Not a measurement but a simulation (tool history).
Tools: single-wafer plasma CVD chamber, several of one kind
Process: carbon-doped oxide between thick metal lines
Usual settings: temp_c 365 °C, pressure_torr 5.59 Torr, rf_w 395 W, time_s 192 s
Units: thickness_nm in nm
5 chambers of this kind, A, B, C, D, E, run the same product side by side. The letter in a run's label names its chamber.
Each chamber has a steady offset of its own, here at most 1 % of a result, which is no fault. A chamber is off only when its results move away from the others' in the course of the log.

run   hour  temp_c  pressure_torr  rf_w  time_s  read-back reference wafer on the same gauge, thickness_nm  thickness_nm
 1E    5.7     365           5.59   395     192                                                     869.64        803.39
 2C   10.1     365           5.59   395     192                                                     868.36        813.83
 3A   15.9     365           5.59   395     192                                                     869.69        802.40
 4D   21.4     365           5.59   395     192                                                     868.78        804.99
 5B   27.8     365           5.59   395     192                                                     870.04        813.52
 6A   31.2     365           5.59   395     192                                                     869.20        801.29
 7D   35.7     365           5.59   395     192                                                     867.33        804.63
      40.0  -- chamber D: RF generator calibrated
 8E   41.4     365           5.59   395     192                                                     868.16        812.21
 9C   47.0     376           5.59   325     192                                                     868.41        685.19
10B   51.6     376           5.59   325     192                                                     868.66        677.78
11C   55.2     376           5.59   325     192                                                     869.03        676.61
12D   61.7     376           5.59   325     192                                                     868.62        676.29
13B   65.6     376           5.59   325     192                                                     870.20        684.62
14E   68.6     365           5.59   395     192                                                     868.53        809.89
15A   75.1     365           6.77   395     192                                                     869.42        817.59
16B   80.7     365           6.77   395     192                                                     867.84        825.92
17A   84.3     365           6.77   395     192                                                     869.49        823.06
18C   88.4     365           6.77   395     192                                                     868.09        829.73
19D   92.9     365           6.77   395     192                                                     868.29        825.23
20E   98.2     365           5.59   395     192                                                     867.90        806.89
21C  104.3     365           5.59   395     192                                                     869.21        806.25
22B  110.7     365           5.59   395     192                                                     869.29        814.74
23E  116.5     365           5.59   395     192                                                     868.36        803.38
24A  122.1     365           5.59   445     192                                                     869.28        874.93
25D  126.7     365           5.59   445     192                                                     868.38        869.84
26E  132.3     365           5.59   445     192                                                     868.84        880.10
27D  137.0     365           5.59   445     192                                                     868.10        878.96
28B  140.0     365           5.59   445     192                                                     870.05        886.68
     140.4  -- chamber D: thermocouple changed; heater temperature recalibrated
29A  145.1     365           5.59   395     192                                                     868.37        805.21
30C  148.6     365           5.59   395     192                                                     868.33        802.53
31D  152.9     365           5.59   395     192                                                     869.62        802.27
32C  157.0     365           5.59   395     192                                                     869.53        811.46
33A  162.1     365           5.59   395     212                                                     867.96        883.73
34E  165.8     365           5.59   395     212                                                     868.29        888.73
35B  169.8     365           5.59   395     212                                                     868.96        896.99

All 5 chambers run these settings next. Forecast each chamber's results:
36A  174.5     365           5.59   440     192                                                                        ?
36B  174.5     365           5.59   440     192                                                                        ?
36C  174.5     365           5.59   440     192                                                                        ?
36D  174.5     365           5.59   440     192                                                                        ?
36E  174.5     365           5.59   440     192                                                                        ?

run  thickness_nm
36A        861.93
36B        880.40
36C        865.04
36D        858.37
36E        868.92

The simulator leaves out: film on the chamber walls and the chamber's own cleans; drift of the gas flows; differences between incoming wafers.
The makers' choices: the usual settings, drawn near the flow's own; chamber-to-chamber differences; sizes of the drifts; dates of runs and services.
